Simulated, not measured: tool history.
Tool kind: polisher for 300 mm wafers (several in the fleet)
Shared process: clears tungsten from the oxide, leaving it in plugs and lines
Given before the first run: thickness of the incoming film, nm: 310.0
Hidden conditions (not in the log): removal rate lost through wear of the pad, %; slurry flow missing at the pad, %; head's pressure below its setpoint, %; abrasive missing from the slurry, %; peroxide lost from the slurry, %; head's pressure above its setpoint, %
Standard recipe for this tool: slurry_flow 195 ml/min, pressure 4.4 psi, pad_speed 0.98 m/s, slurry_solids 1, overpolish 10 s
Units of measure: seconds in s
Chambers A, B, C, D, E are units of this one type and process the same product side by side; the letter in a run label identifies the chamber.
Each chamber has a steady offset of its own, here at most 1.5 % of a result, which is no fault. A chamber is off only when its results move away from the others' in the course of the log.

| run | hour | slurry_flow | pressure | pad_speed | slurry_solids | overpolish | wafers polished on this pad | hours since the slurry nozzle was cleaned | hours since the head pressure was calibrated | hours since the slurry blender was calibrated | hours since the slurry got fresh peroxide | seconds |
|---|---|---|---|---|---|---|---|---|---|---|---|---|
| 1D | 5.1 | 195 | 4.4 | 0.98 | 1 | 10 | 732 | 76.3 | 443.9 | 73.7 | 100.0 | 58.548 |
|  | 6.9 | chamber E: slurry nozzle cleaned |
| 2E | 10.5 | 195 | 4.4 | 0.98 | 1 | 10 | 585 | 3.6 | 231.1 | 138.5 | 107.3 | 57.487 |
| 3A | 14.0 | 195 | 4.4 | 0.98 | 1 | 10 | 450 | 137.5 | 421.7 | 341.8 | 96.4 | 57.876 |
|  | 16.2 | chamber A: slurry tank refilled with fresh slurry and peroxide |
| 4C | 20.5 | 195 | 4.4 | 0.98 | 1 | 10 | 153 | 782.3 | 149.3 | 175.9 | 71.3 | 56.460 |
| 5B | 25.3 | 195 | 4.4 | 0.98 | 1 | 10 | 711 | 165.5 | 411.6 | 262.5 | 30.4 | 59.257 |
| 6A | 29.2 | 195 | 4.4 | 0.98 | 1 | 10 | 563 | 152.7 | 436.9 | 357.0 | 13.0 | 58.114 |
| 7B | 34.4 | 195 | 4.4 | 0.98 | 1 | 10 | 779 | 174.6 | 420.7 | 271.6 | 39.5 | 57.164 |
| 8E | 40.9 | 195 | 4.4 | 0.98 | 1 | 10 | 811 | 34.0 | 261.5 | 168.9 | 137.7 | 57.725 |
|  | 41.9 | chamber E: slurry tank refilled with fresh slurry and peroxide |
|  | 43.1 | chamber A: worn pad replaced by a new one |
|  | 45.5 | chamber A: head pressure recalibrated |
| 9D | 48.1 | 195 | 4.4 | 0.98 | 1 | 10 | 1052 | 119.3 | 486.9 | 116.7 | 143.0 | 58.304 |
|  | 48.5 | chamber C: slurry tank refilled with fresh slurry and peroxide |
| 10C | 54.7 | 195 | 4.4 | 0.98 | 1 | 10 | 407 | 816.5 | 183.5 | 210.1 | 6.3 | 57.099 |
| 11B | 61.5 | 195 | 4.4 | 0.98 | 1 | 10 | 980 | 201.7 | 447.8 | 298.7 | 66.6 | 58.481 |
|  | 62.1 | chamber B: slurry tank refilled with fresh slurry and peroxide |
|  | 66.1 | chamber D: slurry tank refilled with fresh slurry and peroxide |
| 12C | 67.3 | 195 | 4.4 | 0.98 | 1 | 10 | 501 | 829.1 | 196.1 | 222.7 | 18.9 | 57.042 |
|  | 69.8 | chamber D: worn pad replaced by a new one |
| 13D | 71.0 | 195 | 4.4 | 0.98 | 1 | 10 | 8 | 142.2 | 509.8 | 139.6 | 5.0 | 58.327 |
|  | 71.9 | chamber C: slurry nozzle cleaned |
| 14E | 76.3 | 195 | 4.4 | 0.98 | 1 | 10 | 1074 | 69.4 | 296.9 | 204.3 | 34.4 | 58.878 |
| 15A | 81.5 | 195 | 4.4 | 0.98 | 1 | 10 | 285 | 205.0 | 36.0 | 409.3 | 65.3 | 57.975 |
| 16B | 87.6 | 195 | 4.4 | 0.98 | 1 | 10 | 1175 | 227.8 | 473.9 | 324.8 | 25.5 | 59.375 |
| 17C | 92.9 | 195 | 4.4 | 0.98 | 1 | 10 | 691 | 21.1 | 221.7 | 248.3 | 44.5 | 57.082 |
|  | 93.5 | chamber D: head pressure recalibrated |
|  | 98.2 | chamber B: worn pad replaced by a new one |
| 18D | 98.3 | 195 | 4.4 | 0.98 | 1 | 10 | 211 | 169.5 | 4.8 | 166.9 | 32.3 | 65.596 |
|  | 98.9 | chamber E: slurry blender recalibrated |
|  | 102.2 | chamber E: head pressure recalibrated |
| 19E | 106.0 | 195 | 4.4 | 0.98 | 1 | 10 | 1295 | 99.1 | 3.9 | 7.2 | 64.1 | 57.947 |
| 20A | 109.8 | 195 | 4.4 | 0.98 | 1 | 10 | 496 | 233.3 | 64.3 | 437.6 | 93.6 | 57.867 |
| 21A | 113.5 | 195 | 4.4 | 0.98 | 1 | 10 | 523 | 237.0 | 68.0 | 441.3 | 97.3 | 57.660 |
|  | 116.1 | chamber E: worn pad replaced by a new one |
|  | 116.3 | chamber C: worn pad replaced by a new one |
|  | 116.4 | chamber A: slurry tank refilled with fresh slurry and peroxide |
| 22C | 118.2 | 195 | 4.4 | 0.98 | 1 | 10 | 14 | 46.4 | 247.0 | 273.6 | 69.8 | 57.793 |
| 23B | 122.1 | 195 | 4.4 | 0.98 | 1 | 10 | 177 | 262.3 | 508.4 | 359.3 | 60.0 | 57.560 |
| 24D | 127.5 | 195 | 4.4 | 0.98 | 1 | 10 | 429 | 198.7 | 34.0 | 196.1 | 61.5 | 65.148 |
| 25E | 133.6 | 195 | 4.4 | 0.98 | 1 | 10 | 130 | 126.7 | 31.5 | 34.8 | 91.7 | 58.209 |
|  | 138.6 | chamber B: slurry tank refilled with fresh slurry and peroxide |
|  | 139.3 | chamber A: worn pad replaced by a new one |
| 26E | 139.7 | 195 | 4.4 | 0.98 | 1 | 10 | 175 | 132.8 | 37.6 | 40.9 | 97.8 | 58.734 |
| 27C | 144.8 | 195 | 4.4 | 0.98 | 1 | 10 | 212 | 73.0 | 273.6 | 300.2 | 96.4 | 57.322 |
| 28A | 149.9 | 195 | 4.4 | 0.98 | 1 | 10 | 79 | 273.4 | 104.4 | 477.7 | 33.5 | 57.822 |
|  | 157.6 | chamber C: slurry tank refilled with fresh slurry and peroxide |
| 29B | 157.6 | 135 | 4.4 | 0.98 | 1 | 10 | 441 | 297.8 | 543.9 | 394.8 | 19.1 | 60.910 |
| 30D | 162.3 | 135 | 4.4 | 0.98 | 1 | 10 | 687 | 233.5 | 68.8 | 230.9 | 96.3 | 69.549 |
|  | 168.1 | chamber E: slurry tank refilled with fresh slurry and peroxide |
| 31D | 169.7 | 135 | 4.4 | 0.98 | 1 | 10 | 742 | 240.9 | 76.2 | 238.3 | 103.7 | 69.656 |
| 32A | 174.8 | 135 | 4.4 | 0.98 | 1 | 10 | 264 | 298.3 | 129.3 | 502.6 | 58.4 | 60.829 |
|  | 180.5 | chamber B: slurry blender recalibrated |
| 33C | 182.2 | 135 | 4.4 | 0.98 | 1 | 10 | 490 | 110.4 | 311.0 | 337.6 | 24.6 | 61.113 |
|  | 184.9 | chamber B: head pressure recalibrated |
| 34B | 187.5 | 195 | 4.4 | 0.98 | 1 | 10 | 664 | 327.7 | 2.6 | 7.0 | 49.0 | 59.694 |
| 35E | 193.8 | 195 | 4.4 | 0.98 | 1 | 10 | 578 | 186.9 | 91.7 | 95.0 | 25.8 | 57.908 |
| 36D | 200.9 | 195 | 3.1 | 1.30 | 1 | 10 | 975 | 272.1 | 107.4 | 269.5 | 134.9 | 69.304 |

Predict what each chamber gives when all 5 of them run the settings below next.
| 37A | 206.5 | 195 | 4.4 | 0.98 | 1 | 10 |  |  |  |  |  | ? |
| 37B | 206.5 | 195 | 4.4 | 0.98 | 1 | 10 |  |  |  |  |  | ? |
| 37C | 206.5 | 195 | 4.4 | 0.98 | 1 | 10 |  |  |  |  |  | ? |
| 37D | 206.5 | 195 | 4.4 | 0.98 | 1 | 10 |  |  |  |  |  | ? |
| 37E | 206.5 | 195 | 4.4 | 0.98 | 1 | 10 |  |  |  |  |  | ? |

| run | seconds |
|---|---|
| 37A | 58.479 |
| 37B | 58.675 |
| 37C | 56.308 |
| 37D | 65.647 |
| 37E | 58.109 |
